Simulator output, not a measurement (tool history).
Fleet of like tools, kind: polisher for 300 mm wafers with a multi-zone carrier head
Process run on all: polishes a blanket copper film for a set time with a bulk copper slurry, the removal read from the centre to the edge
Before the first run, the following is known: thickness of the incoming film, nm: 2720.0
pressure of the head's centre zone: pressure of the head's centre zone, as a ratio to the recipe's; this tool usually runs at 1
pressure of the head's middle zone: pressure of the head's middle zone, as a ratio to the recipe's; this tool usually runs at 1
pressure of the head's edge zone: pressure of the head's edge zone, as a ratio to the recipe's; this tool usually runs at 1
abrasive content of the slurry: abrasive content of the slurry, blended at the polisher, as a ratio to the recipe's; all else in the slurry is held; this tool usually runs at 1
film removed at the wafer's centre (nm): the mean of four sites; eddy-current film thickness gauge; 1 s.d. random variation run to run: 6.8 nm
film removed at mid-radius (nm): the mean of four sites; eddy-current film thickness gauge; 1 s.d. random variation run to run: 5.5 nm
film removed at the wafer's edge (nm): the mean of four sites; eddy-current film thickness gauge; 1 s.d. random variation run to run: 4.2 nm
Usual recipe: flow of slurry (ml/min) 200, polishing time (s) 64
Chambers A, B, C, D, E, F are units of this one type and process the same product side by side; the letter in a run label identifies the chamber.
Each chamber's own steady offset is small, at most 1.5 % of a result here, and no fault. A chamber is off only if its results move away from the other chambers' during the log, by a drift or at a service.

run,hour,flow of slurry (ml/min),pressure of the head's centre zone,pressure of the head's middle zone,pressure of the head's edge zone,abrasive content of the slurry,polishing time (s),wafers polished on this pad,hours since the slurry nozzle was cleaned,hours since the centre zone pressure was calibrated,hours since the edge zone pressure was calibrated,film removed at the wafer's centre (nm),film removed at mid-radius (nm),film removed at the wafer's edge (nm)
# hour 11.5: chamber A: slurry nozzle cleaned
1F,14.3,200,1,1,1,1,64,572,919.1,1306.3,677.1,682.5,667.84,671.2
# hour 22.6: chamber B: slurry nozzle cleaned
2D,24.2,200,1,1,1,1,64,346,338.3,664.3,642.5,664.46,675.52,681.22
3C,38.7,200,1,1,1,1,64,694,102.2,568.5,638.3,675.67,685.98,676.87
# hour 42.9: chamber F: worn pad replaced by a new one
4E,51.4,200,1,1,1,1,64,882,542.4,698.3,442.9,663.2,692.18,676.76
# hour 52.9: chamber D: slurry nozzle cleaned
# hour 55.5: chamber B: worn pad replaced by a new one
5B,63.8,200,1,1,1,1,64,78,41.2,428.3,99,674.04,679.86,677.68
6A,71.9,200,1,1,1,1,64,1052,60.4,906.7,550.3,672.24,683.75,666.28
# hour 78.4: chamber D: worn pad replaced by a new one
7C,80.8,200,1,1,1,1,64,1091,144.3,610.6,680.4,672.04,685.92,682.82
# hour 89: chamber A: worn pad replaced by a new one
8F,91.7,200,1,1,1,1,64,460,996.5,1383.7,754.5,665.45,669.53,667.65
# hour 98.8: chamber F: slurry nozzle cleaned
9D,106.8,200,1,1,1,1,64,268,53.9,746.9,725.1,666.34,688.58,683.02
10B,115.6,240,1,1,1,1,64,567,93,480.1,150.8,713.73,691.9,686.87
# hour 123.8: chamber E: worn pad replaced by a new one
11A,125.8,240,1,1,1,1,64,347,114.3,960.6,604.2,692.16,694.57,694.62
# hour 129.5: chamber F: edge zone pressure recalibrated
# hour 131.1: chamber A: centre zone pressure recalibrated
# hour 135.3: chamber F: worn pad replaced by a new one
12E,141.9,240,1,1,1,1,64,171,632.9,788.8,533.4,694.74,695.35,691.68
13A,149.4,240,1,1,1,1,64,570,137.9,18.4,627.8,692.51,700.41,689.23
# hour 152.9: chamber D: edge zone pressure recalibrated
# hour 159: chamber B: worn pad replaced by a new one
14F,159.2,240,1,1,1,1,64,225,60.4,1451.2,29.7,696.2,692.95,683.91
# hour 165.9: chamber D: worn pad replaced by a new one
15B,168.3,240,1,1,1,1,64,88,145.7,532.8,203.5,695.32,695.55,687.01
16E,179.1,200,1,1,1,1,64,522,670.1,826,570.6,669.96,682.13,675.82
17C,190.9,200,1,1,1,1,64,2129,254.4,720.7,790.5,654.62,654.89,663.32
# hour 205.5: chamber D: centre zone pressure recalibrated
18D,206.3,200,1,1,1,1,64,381,153.4,0.9,53.5,667.63,678.91,679.33
19F,218.1,200,1,1,1,1,64,781,119.3,1510.1,88.6,681.47,671.65,673.29
# hour 227.8: chamber F: worn pad replaced by a new one
# hour 228.9: chamber A: worn pad replaced by a new one
20D,230.2,200,1,1,1,1,64,607,177.3,24.8,77.4,676.77,691.14,672.65
# hour 244.1: chamber E: slurry nozzle cleaned
21C,244.4,200,1,1,1,1,64,2634,307.9,774.2,844,644.02,647.11,647.25
# hour 249: chamber B: worn pad replaced by a new one
22E,251.4,200,1,1,1,1,64,1203,7.4,898.3,642.9,669.65,681.42,677.7
# hour 262.9: chamber F: centre zone pressure recalibrated
# hour 264.7: chamber D: worn pad replaced by a new one
23A,264.8,200,1,1,1,1,64,339,253.3,133.8,743.2,659.37,679.13,675.07
24B,274.2,200,1,1,1,1,64,238,251.6,638.7,309.4,680.75,681.63,676.19
25D,286.1,200,1,1,1,1,64,202,233.2,80.7,133.3,667.55,686.35,684.16
# hour 292.6: chamber E: worn pad replaced by a new one
26C,294.9,200,1,1,1,1,64,3110,358.4,824.7,894.5,638.59,642.63,639.98
27E,304.6,200,1,1,1,1,64,113,60.6,951.5,696.1,679.84,684.88,681.52
# hour 305.9: chamber F: worn pad replaced by a new one
28F,316.6,200,1,1,1,1,64,101,217.8,53.8,187.1,679.61,683.37,678.02
29A,326.7,200,1,1,1,1,64,922,315.2,195.7,805.1,665.23,671.17,677.42
30B,334.6,200,1,1,1,1,64,807,312,699.1,369.8,679.85,670.97,663.16
31F,345.6,200,1,1,1,1,64,375,246.8,82.8,216.1,678.21,673.82,670.27
# hour 351.1: chamber D: worn pad replaced by a new one
# hour 359.7: chamber B: worn pad replaced by a new one
32B,361.3,200,1,1,1,1,64,15,338.7,725.8,396.5,683.93,685.78,672.32
# hour 371.7: chamber A: worn pad replaced by a new one
33D,372,200,1,1,1,1,64,197,319.1,166.6,219.2,681.92,684.46,674.41
34A,385.5,200,1,1,1,1,64,131,374,254.5,863.9,681.01,667.64,677.21
35C,399.5,200,1,1,1,1,64,4096,463,929.3,999.1,595.36,602.65,607.72
# hour 413.8: chamber E: centre zone pressure recalibrated
36E,415,200,1,1,1,1,64,1154,171,1.2,806.5,662.81,682.99,682.2
37E,426.7,200,1,1,1,1,64,1264,182.7,12.9,818.2,674.89,674.95,677.8

For the next run the whole fleet of 6 chambers uses the same settings. Give each chamber's results:
38A,438.2,200,1,1,1,1,64,,,,,?,?,?
38B,438.2,200,1,1,1,1,64,,,,,?,?,?
38C,438.2,200,1,1,1,1,64,,,,,?,?,?
38D,438.2,200,1,1,1,1,64,,,,,?,?,?
38E,438.2,200,1,1,1,1,64,,,,,?,?,?
38F,438.2,200,1,1,1,1,64,,,,,?,?,?

run,film removed at the wafer's centre (nm),film removed at mid-radius (nm),film removed at the wafer's edge (nm)
38A,687.48,673.61,677.21
38B,694.23,681.07,675.06
38C,605.38,588.33,598.81
38D,669.65,685.46,681.91
38E,674.21,680.64,675.3
38F,686.56,683.81,674.07
